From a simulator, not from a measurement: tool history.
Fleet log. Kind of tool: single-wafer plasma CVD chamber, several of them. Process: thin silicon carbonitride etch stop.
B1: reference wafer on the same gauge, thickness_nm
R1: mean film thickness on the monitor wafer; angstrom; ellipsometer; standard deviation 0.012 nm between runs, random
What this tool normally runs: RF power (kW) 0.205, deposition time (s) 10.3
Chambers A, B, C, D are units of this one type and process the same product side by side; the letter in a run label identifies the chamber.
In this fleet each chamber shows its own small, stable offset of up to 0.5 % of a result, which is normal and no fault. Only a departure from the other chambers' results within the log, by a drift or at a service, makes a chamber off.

{"run": "1C", "hour": 3.4, "RF power (kW)": 0.205, "deposition time (s)": 10.3, "B1": 5.6307, "R1": 59.32}
{"run": "2D", "hour": 9.7, "RF power (kW)": 0.205, "deposition time (s)": 10.3, "B1": 5.631, "R1": 58.903}
{"run": "3B", "hour": 14.1, "RF power (kW)": 0.205, "deposition time (s)": 10.3, "B1": 5.63, "R1": 59.008}
{"run": "4A", "hour": 18.1, "RF power (kW)": 0.205, "deposition time (s)": 10.3, "B1": 5.6292, "R1": 59.04}
{"run": "5D", "hour": 23.0, "RF power (kW)": 0.18, "deposition time (s)": 10.3, "B1": 5.6318, "R1": 56.561}
{"run": "6C", "hour": 28.0, "RF power (kW)": 0.18, "deposition time (s)": 10.3, "B1": 5.6305, "R1": 56.956}
{"run": "7A", "hour": 34.4, "RF power (kW)": 0.18, "deposition time (s)": 10.3, "B1": 5.6271, "R1": 56.842}
{"run": "8B", "hour": 37.7, "RF power (kW)": 0.18, "deposition time (s)": 10.3, "B1": 5.6301, "R1": 56.67}
{"run": "9D", "hour": 43.0, "RF power (kW)": 0.205, "deposition time (s)": 10.3, "B1": 5.6288, "R1": 58.995}
{"run": "10B", "hour": 49.1, "RF power (kW)": 0.205, "deposition time (s)": 11.1, "B1": 5.6312, "R1": 63.428}
{"run": "11C", "hour": 53.5, "RF power (kW)": 0.205, "deposition time (s)": 11.1, "B1": 5.6303, "R1": 63.401}
{"run": "12A", "hour": 59.0, "RF power (kW)": 0.205, "deposition time (s)": 11.1, "B1": 5.6303, "R1": 63.628}
{"run": "13D", "hour": 63.7, "RF power (kW)": 0.205, "deposition time (s)": 11.1, "B1": 5.6288, "R1": 63.37}
{"run": "14C", "hour": 69.0, "RF power (kW)": 0.205, "deposition time (s)": 10.3, "B1": 5.6283, "R1": 58.95}
{"run": "15A", "hour": 72.2, "RF power (kW)": 0.205, "deposition time (s)": 10.3, "B1": 5.63, "R1": 59.205}
{"run": "16B", "hour": 75.4, "RF power (kW)": 0.19, "deposition time (s)": 9.1, "B1": 5.6331, "R1": 50.902}
{"run": "17B", "hour": 81.4, "RF power (kW)": 0.19, "deposition time (s)": 9.1, "B1": 5.6274, "R1": 50.918}
{"run": "18C", "hour": 86.9, "RF power (kW)": 0.19, "deposition time (s)": 9.1, "B1": 5.6331, "R1": 50.757}
{"run": "19D", "hour": 91.4, "RF power (kW)": 0.19, "deposition time (s)": 9.1, "B1": 5.6312, "R1": 50.798}
{"run": "20A", "hour": 96.9, "RF power (kW)": 0.22, "deposition time (s)": 8.8, "B1": 5.6348, "R1": 51.589}
{"run": "21C", "hour": 101.7, "RF power (kW)": 0.22, "deposition time (s)": 8.8, "B1": 5.6313, "R1": 51.345}
{"run": "22A", "hour": 108.2, "RF power (kW)": 0.22, "deposition time (s)": 8.8, "B1": 5.6279, "R1": 51.605}
{"run": "23D", "hour": 114.3, "RF power (kW)": 0.22, "deposition time (s)": 8.8, "B1": 5.632, "R1": 51.544}
{"run": "24B", "hour": 118.7, "RF power (kW)": 0.205, "deposition time (s)": 10.3, "B1": 5.6292, "R1": 58.846}
{"run": "25A", "hour": 122.3, "RF power (kW)": 0.175, "deposition time (s)": 9.5, "B1": 5.6302, "R1": 52.26}
{"run": "26C", "hour": 129.0, "RF power (kW)": 0.175, "deposition time (s)": 9.5, "B1": 5.6342, "R1": 51.413}
{"run": "27B", "hour": 132.6, "RF power (kW)": 0.175, "deposition time (s)": 9.5, "B1": 5.6279, "R1": 51.816}
{"run": "28D", "hour": 136.4, "RF power (kW)": 0.175, "deposition time (s)": 9.5, "B1": 5.6294, "R1": 51.824}
{"run": "29A", "hour": 143.3, "RF power (kW)": 0.205, "deposition time (s)": 10.3, "B1": 5.6306, "R1": 59.297}
{"run": "30B", "hour": 147.8, "RF power (kW)": 0.205, "deposition time (s)": 10.3, "B1": 5.6287, "R1": 58.839}
{"run": "31C", "hour": 153.2, "RF power (kW)": 0.225, "deposition time (s)": 9.4, "B1": 5.6296, "R1": 54.722}
{"run": "32D", "hour": 157.9, "RF power (kW)": 0.225, "deposition time (s)": 9.4, "B1": 5.6315, "R1": 55.322}
{"run": "33C", "hour": 161.2, "RF power (kW)": 0.225, "deposition time (s)": 9.4, "B1": 5.6263, "R1": 54.791}
{"run": "34B", "hour": 166.3, "RF power (kW)": 0.225, "deposition time (s)": 9.4, "B1": 5.6318, "R1": 55.222}
{"run": "35D", "hour": 170.7, "RF power (kW)": 0.205, "deposition time (s)": 10.3, "B1": 5.6294, "R1": 58.929}
{"run": "36A", "hour": 173.9, "RF power (kW)": 0.205, "deposition time (s)": 10.3, "B1": 5.6293, "R1": 59.239}

Read the log: is a single chamber off, either drifting away or since a service, is the gauge that measures every chamber drifting, or is nothing wrong beyond small per-chamber offsets? Name any odd chamber and what most likely caused it.

Little by little, chamber C moves away from the other chambers.
Most likely cause: delivered RF power below the setpoint (%) = 6.39.

Here are 4 candidates for chamber C's next run, each the usual settings with a change, their results left as question marks. Which one brings its results back in line with what the others give on the usual settings?
A result is in line if it is within this distance of the other chambers' mean on the usual settings: R1 0.47 angstrom
{"run": "37C-1", "hour": 178.8, "RF power (kW)": 0.23, "deposition time (s)": 10.3, "R1": "?"}
{"run": "37C-2", "hour": 178.8, "RF power (kW)": 0.215, "deposition time (s)": 10.3, "R1": "?"}
{"run": "37C-3", "hour": 178.8, "RF power (kW)": 0.205, "deposition time (s)": 10, "R1": "?"}
{"run": "37C-4", "hour": 178.8, "RF power (kW)": 0.195, "deposition time (s)": 10.3, "R1": "?"}

Other chambers, usual settings, mean: R1 59.028 angstrom
run=37C-1 R1=60.184
run=37C-2 R1=58.962
run=37C-3 R1=56.421
run=37C-4 R1=57.236
37C-2 puts the chamber back in line with the other chambers.
